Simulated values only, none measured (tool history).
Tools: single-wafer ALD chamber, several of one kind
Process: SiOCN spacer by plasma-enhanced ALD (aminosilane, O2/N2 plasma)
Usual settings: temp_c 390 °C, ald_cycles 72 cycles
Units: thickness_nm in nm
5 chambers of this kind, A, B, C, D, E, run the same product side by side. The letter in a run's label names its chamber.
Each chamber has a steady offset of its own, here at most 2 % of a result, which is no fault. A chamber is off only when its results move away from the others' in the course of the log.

run     day  temp_c  ald_cycles  hours since the last thermocouple change  read-back reference wafer on the same gauge, thickness_nm  thickness_nm
 1B   0.412     390          72                                     651.5                                                     3.7502        4.3370
 2A   0.838     390          72                                     708.3                                                     3.7526        4.3339
 3D   1.258     390          72                                    1349.7                                                     3.7544        4.4187
 4C   1.462     390          72                                    1666.3                                                     3.7522        4.3345
 5E   1.900     376          67                                     400.9                                                     3.7541        4.0266
 6C   2.254     376          67                                    1685.3                                                     3.7535        4.0371
 7E   2.529     376          67                                     416.0                                                     3.7554        4.0278
 8A   2.729     376          67                                     753.7                                                     3.7548        4.0449
 9B   2.979     376          67                                     713.1                                                     3.7557        4.0424
10D   3.267     390          72                                    1397.9                                                     3.7561        4.4174
11A   3.579     390          72                                     774.1                                                     3.7538        4.3430
12D   3.992     390          72                                    1415.3                                                     3.7573        4.4185
13C   4.346     390          72                                    1735.5                                                     3.7567        4.3435
14B   4.679     383          78                                     753.9                                                     3.7585        4.7408
15E   5.058     383          78                                     476.7                                                     3.7584        4.6907
16E   5.483     383          78                                     486.9                                                     3.7592        4.6993
17A   5.704     383          78                                     825.1                                                     3.7608        4.7238
18C   6.133     383          78                                    1778.4                                                     3.7618        4.7172
19D   6.579     390          72                                    1477.4                                                     3.7620        4.4184
20B   6.883     390          72                                     806.8                                                     3.7627        4.3595
21A   7.317     390          72                                     863.8                                                     3.7645        4.3564
22E   7.550     390          72                                     536.5                                                     3.7620        4.3380
23D   7.758     390          72                                    1505.7                                                     3.7627        4.4277
24B   8.012     390          60                                     833.9                                                     3.7641        3.6434
25C   8.379     390          60                                    1832.3                                                     3.7658        3.6241
26E   8.617     390          60                                     562.1                                                     3.7650        3.6090
      8.829  -- chamber C: thermocouple changed; heater temperature recalibrated
27D   9.054     390          60                                    1536.8                                                     3.7639        3.6896
28B   9.258     390          60                                     863.8                                                     3.7667        3.6340
29A   9.562     390          72                                     917.7                                                     3.7677        4.3682
      9.592  -- chamber D: thermocouple changed; heater temperature recalibrated
30C   9.842     390          72                                      24.3                                                     3.7673        4.3386
31A  10.250     390          72                                     934.2                                                     3.7694        4.3606
32C  10.688     390          72                                      44.6                                                     3.7681        4.3576
33B  10.908     390          72                                     903.4                                                     3.7692        4.3601
34E  11.362     390          72                                     628.0                                                     3.7706        4.3413
35D  11.762     390          80                                      52.1                                                     3.7703        4.9310
36B  12.162     390          80                                     933.5                                                     3.7696        4.8676
37C  12.517     390          80                                      88.5                                                     3.7713        4.8285
38D  12.975     390          80                                      81.2                                                     3.7723        4.9273
39A  13.425     390          80                                    1010.4                                                     3.7737        4.8467
40E  13.825     390          72                                     687.1                                                     3.7732        4.3516
41E  14.142     390          72                                     694.7                                                     3.7766        4.3427
42D  14.550     390          72                                     119.0                                                     3.7746        4.4399
43A  14.812     390          72                                    1043.7                                                     3.7750        4.3781

Is one chamber off against the others, does the gauge drift, or is nothing wrong? If a chamber is off, say which, and what the likeliest cause is.

The gauge drifts, so all chambers seem to drift together. No chamber is off.
Cause: gauge reads high (%) = 0.709.

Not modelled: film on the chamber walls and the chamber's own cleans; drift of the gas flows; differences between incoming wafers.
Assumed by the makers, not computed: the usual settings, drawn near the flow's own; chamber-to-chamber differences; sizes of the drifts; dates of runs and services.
